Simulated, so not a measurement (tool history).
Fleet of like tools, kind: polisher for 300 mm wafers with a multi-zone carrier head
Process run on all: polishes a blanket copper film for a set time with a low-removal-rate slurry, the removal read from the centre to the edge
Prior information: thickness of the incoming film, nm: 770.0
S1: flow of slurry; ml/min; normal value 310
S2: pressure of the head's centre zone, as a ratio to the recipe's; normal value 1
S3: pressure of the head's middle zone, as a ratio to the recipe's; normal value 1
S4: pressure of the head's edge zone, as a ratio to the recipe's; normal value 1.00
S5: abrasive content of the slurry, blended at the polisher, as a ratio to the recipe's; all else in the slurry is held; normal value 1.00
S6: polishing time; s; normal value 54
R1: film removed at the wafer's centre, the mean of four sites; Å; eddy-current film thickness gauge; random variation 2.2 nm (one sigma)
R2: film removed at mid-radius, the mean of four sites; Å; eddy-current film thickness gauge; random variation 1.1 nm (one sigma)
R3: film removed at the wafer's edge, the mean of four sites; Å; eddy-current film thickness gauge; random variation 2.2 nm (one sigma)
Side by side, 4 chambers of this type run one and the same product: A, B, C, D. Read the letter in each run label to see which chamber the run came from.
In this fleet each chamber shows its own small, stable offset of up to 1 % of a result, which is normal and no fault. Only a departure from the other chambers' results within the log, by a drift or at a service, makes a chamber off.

| run | day | S1 | S2 | S3 | S4 | S5 | S6 | R1 | R2 | R3 |
|---|---|---|---|---|---|---|---|---|---|---|
| 1D | 0.142 | 310 | 1 | 1 | 1.00 | 1.00 | 54 | 1566.7 | 1562.6 | 1552.9 |
| 2A | 0.283 | 310 | 1 | 1 | 1.00 | 1.00 | 54 | 1577.6 | 1580.9 | 1551.5 |
|  | 0.300 | chamber D: edge zone pressure recalibrated |
| 3B | 0.429 | 310 | 1 | 1 | 1.00 | 1.00 | 54 | 1552.8 | 1575.6 | 1584.3 |
| 4C | 0.638 | 310 | 1 | 1 | 1.00 | 1.00 | 54 | 1546.7 | 1554.0 | 1566.0 |
| 5C | 0.771 | 385 | 1 | 1 | 1.00 | 1.00 | 61 | 1766.4 | 1832.1 | 1755.9 |
| 6D | 0.971 | 385 | 1 | 1 | 1.00 | 1.00 | 61 | 1770.8 | 1785.0 | 1791.9 |
| 7A | 1.162 | 385 | 1 | 1 | 1.00 | 1.00 | 61 | 1795.0 | 1791.6 | 1766.2 |
| 8B | 1.292 | 385 | 1 | 1 | 1.00 | 1.00 | 61 | 1791.5 | 1807.1 | 1792.7 |
| 9B | 1.492 | 310 | 1 | 1 | 1.00 | 1.00 | 54 | 1579.8 | 1579.0 | 1613.4 |
|  | 1.621 | chamber B: slurry nozzle cleaned |
| 10D | 1.650 | 310 | 1 | 1 | 1.00 | 1.00 | 54 | 1537.8 | 1550.4 | 1581.0 |
| 11A | 1.779 | 310 | 1 | 1 | 1.00 | 1.00 | 54 | 1588.0 | 1575.7 | 1574.3 |
|  | 1.904 | chamber C: slurry nozzle cleaned |
| 12C | 1.933 | 310 | 1 | 1 | 1.00 | 1.00 | 54 | 1556.8 | 1577.1 | 1559.2 |
|  | 1.962 | chamber C: worn pad replaced by a new one |
| 13A | 2.025 | 310 | 1 | 1 | 1.00 | 1.00 | 54 | 1550.8 | 1578.1 | 1568.4 |
|  | 2.092 | chamber A: worn pad replaced by a new one |
| 14B | 2.154 | 310 | 1 | 1 | 1.00 | 1.00 | 54 | 1541.0 | 1573.4 | 1614.1 |
| 15C | 2.304 | 275 | 1 | 1 | 0.89 | 1.00 | 54 | 1573.9 | 1565.9 | 1466.1 |
| 16D | 2.442 | 275 | 1 | 1 | 0.89 | 1.00 | 54 | 1524.8 | 1509.7 | 1465.7 |
|  | 2.521 | chamber B: worn pad replaced by a new one |
| 17B | 2.621 | 275 | 1 | 1 | 0.89 | 1.00 | 54 | 1518.4 | 1549.6 | 1438.6 |
|  | 2.783 | chamber D: worn pad replaced by a new one |
| 18D | 2.825 | 275 | 1 | 1 | 0.89 | 1.00 | 54 | 1547.6 | 1529.7 | 1435.7 |
| 19A | 3.029 | 310 | 1 | 1 | 1.00 | 1.00 | 54 | 1690.6 | 1564.6 | 1558.8 |
| 20C | 3.204 | 310 | 1 | 1 | 1.00 | 1.00 | 54 | 1513.4 | 1570.8 | 1563.4 |
| 21B | 3.325 | 310 | 1 | 1 | 1.00 | 1.00 | 54 | 1540.5 | 1562.1 | 1591.7 |
| 22A | 3.483 | 310 | 1 | 1 | 1.00 | 0.85 | 65 | 1945.5 | 1814.4 | 1814.9 |
| 23D | 3.683 | 310 | 1 | 1 | 1.00 | 0.85 | 65 | 1809.9 | 1828.1 | 1824.0 |
|  | 3.825 | chamber C: centre zone pressure recalibrated |
| 24C | 3.883 | 310 | 1 | 1 | 1.00 | 0.85 | 65 | 1756.1 | 1798.6 | 1804.9 |

All 4 chambers run these settings next. Forecast each chamber's results:
| 25A | 4.029 | 310 | 1 | 1 | 1.00 | 1.10 | 54 | ? | ? | ? |
| 25B | 4.029 | 310 | 1 | 1 | 1.00 | 1.10 | 54 | ? | ? | ? |
| 25C | 4.029 | 310 | 1 | 1 | 1.00 | 1.10 | 54 | ? | ? | ? |
| 25D | 4.029 | 310 | 1 | 1 | 1.00 | 1.10 | 54 | ? | ? | ? |

| run | R1 | R2 | R3 |
|---|---|---|---|
| 25A | 1744.7 | 1616.6 | 1589.7 |
| 25B | 1583.0 | 1602.3 | 1653.6 |
| 25C | 1561.7 | 1598.8 | 1602.7 |
| 25D | 1627.0 | 1588.3 | 1607.7 |
